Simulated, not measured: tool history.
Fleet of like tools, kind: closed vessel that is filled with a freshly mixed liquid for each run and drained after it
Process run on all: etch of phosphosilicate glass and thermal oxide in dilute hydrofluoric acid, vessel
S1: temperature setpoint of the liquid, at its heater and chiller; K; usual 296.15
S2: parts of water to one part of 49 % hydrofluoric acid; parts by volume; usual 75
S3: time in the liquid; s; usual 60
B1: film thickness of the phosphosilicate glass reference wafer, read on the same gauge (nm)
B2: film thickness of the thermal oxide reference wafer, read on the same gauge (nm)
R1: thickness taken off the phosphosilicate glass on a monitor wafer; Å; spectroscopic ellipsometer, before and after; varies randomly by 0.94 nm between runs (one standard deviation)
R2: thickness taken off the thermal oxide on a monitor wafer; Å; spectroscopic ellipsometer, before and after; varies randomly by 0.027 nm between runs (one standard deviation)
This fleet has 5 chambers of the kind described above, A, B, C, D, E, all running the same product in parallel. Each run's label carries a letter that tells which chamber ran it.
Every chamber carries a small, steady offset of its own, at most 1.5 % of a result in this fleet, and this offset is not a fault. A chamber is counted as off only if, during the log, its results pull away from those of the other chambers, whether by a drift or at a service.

run   hour      S1  S2  S3      B1      B2      R1      R2
 1A    4.1  296.15  75  60     120  90.023  1385.6  37.783
 2E    8.2  296.15  75  60  120.01  89.972  1375.7  37.725
 3B   16.6  296.15  75  60     120  90.012  1404.7   38.05
 4D   21.5  296.15  75  60  119.99  89.991  1376.8  38.318
 5C   26.6  296.15  75  60  119.98  90.017  1394.9  37.731
 6A   31.2  296.15  75  60  119.99   89.98  1379.5  37.732
 7D   36.8  296.15  75  60  120.01      90  1379.7  38.476
 8E   44.1  296.15  75  60  120.04  89.983  1363.4  37.829
 9C   51.7  296.15  75  60     120      90  1396.7  37.343
10B   57.2  296.15  75  60  120.02  90.018  1392.9  37.763
11A     61  299.65  75  40  119.98      90  1063.3   29.23
12B   65.7  299.65  75  40  120.01  89.975  1068.4  29.355
13E     73  299.65  75  40     120  89.992  1050.9  28.637
14D   77.7  299.65  75  40     120  90.005  1053.5  29.728
15C   85.1  299.65  75  40  119.99  90.007    1063  28.586
16D   89.4  296.15  75  60  120.01  90.006  1372.5  38.633
17A   93.1  296.15  75  60     120  90.003  1383.3  37.927
18E  100.2  296.15  75  60  120.03  90.034    1394  37.047
     103.7  -- chamber C: hydrofluoric acid flow meter replaced
19B  106.9  296.15  75  60     120  90.043    1389  37.884
20C  111.1  296.15  75  60  119.98  90.043  1407.2  37.573
21B  117.2  296.15  50  75     120  90.031  2719.4  73.866
22D  122.4  296.15  50  75     120  89.992  2687.8  74.852
23E    127  296.15  50  75  119.99  89.988  2674.6  72.244
24A    133  296.15  50  75  119.99  89.983  2677.7  72.684
25C    140  296.15  50  75  119.99  89.989  2744.4  73.056
26C  148.3  296.15  75  60  120.01  90.027  1399.1  37.615
27E  156.1  296.15  55  30     120  90.017  962.73  25.938
28B  160.3  296.15  55  30     120  90.019  990.62  26.882
29A  164.6  296.15  55  30  119.99  89.978  963.98  26.582
30D  172.6  296.15  55  30  119.96  89.977   973.4  27.129
31D  177.4  296.15  55  30  119.99   89.99  973.08   26.95
32C  182.8  297.65  95  60  119.98  89.938  1118.6  30.603
33B  187.7  297.65  95  60  119.99  90.014  1122.3   31.08
34A  191.8  297.65  95  60  119.97  89.941  1128.7  31.035
35E  199.3  297.65  95  60     120  90.017  1140.1   30.14
36E  206.5  297.65  95  60     120  89.959  1130.5  30.936
37C  210.4  293.15  75  95     120  89.998  1944.1  52.907
38B  218.7  293.15  75  95  119.99  89.982  1948.6   53.27
39A  223.5  293.15  75  95  120.01  89.986  1926.6  53.095
     225.8  -- chamber B: hydrofluoric acid flow meter replaced
40D  227.7  293.15  75  95     120  89.984  1943.1  53.281
41B  231.8  293.15  75  95  120.01  90.016  1947.4  53.213
42E  238.8  296.15  75  60  120.02   90.02  1386.6  37.343
43A  244.7  296.15  75  60  119.99  89.998  1383.5  37.505
44C  248.6  296.15  75  60  120.01  89.994  1408.2  37.583

One chamber off, gauge drift, or nothing amiss beyond the chambers' own small offsets? If it is a chamber, which one, and what is the likeliest cause?

Beyond each chamber's small constant offset nothing stands out, and the gauge stays steady.

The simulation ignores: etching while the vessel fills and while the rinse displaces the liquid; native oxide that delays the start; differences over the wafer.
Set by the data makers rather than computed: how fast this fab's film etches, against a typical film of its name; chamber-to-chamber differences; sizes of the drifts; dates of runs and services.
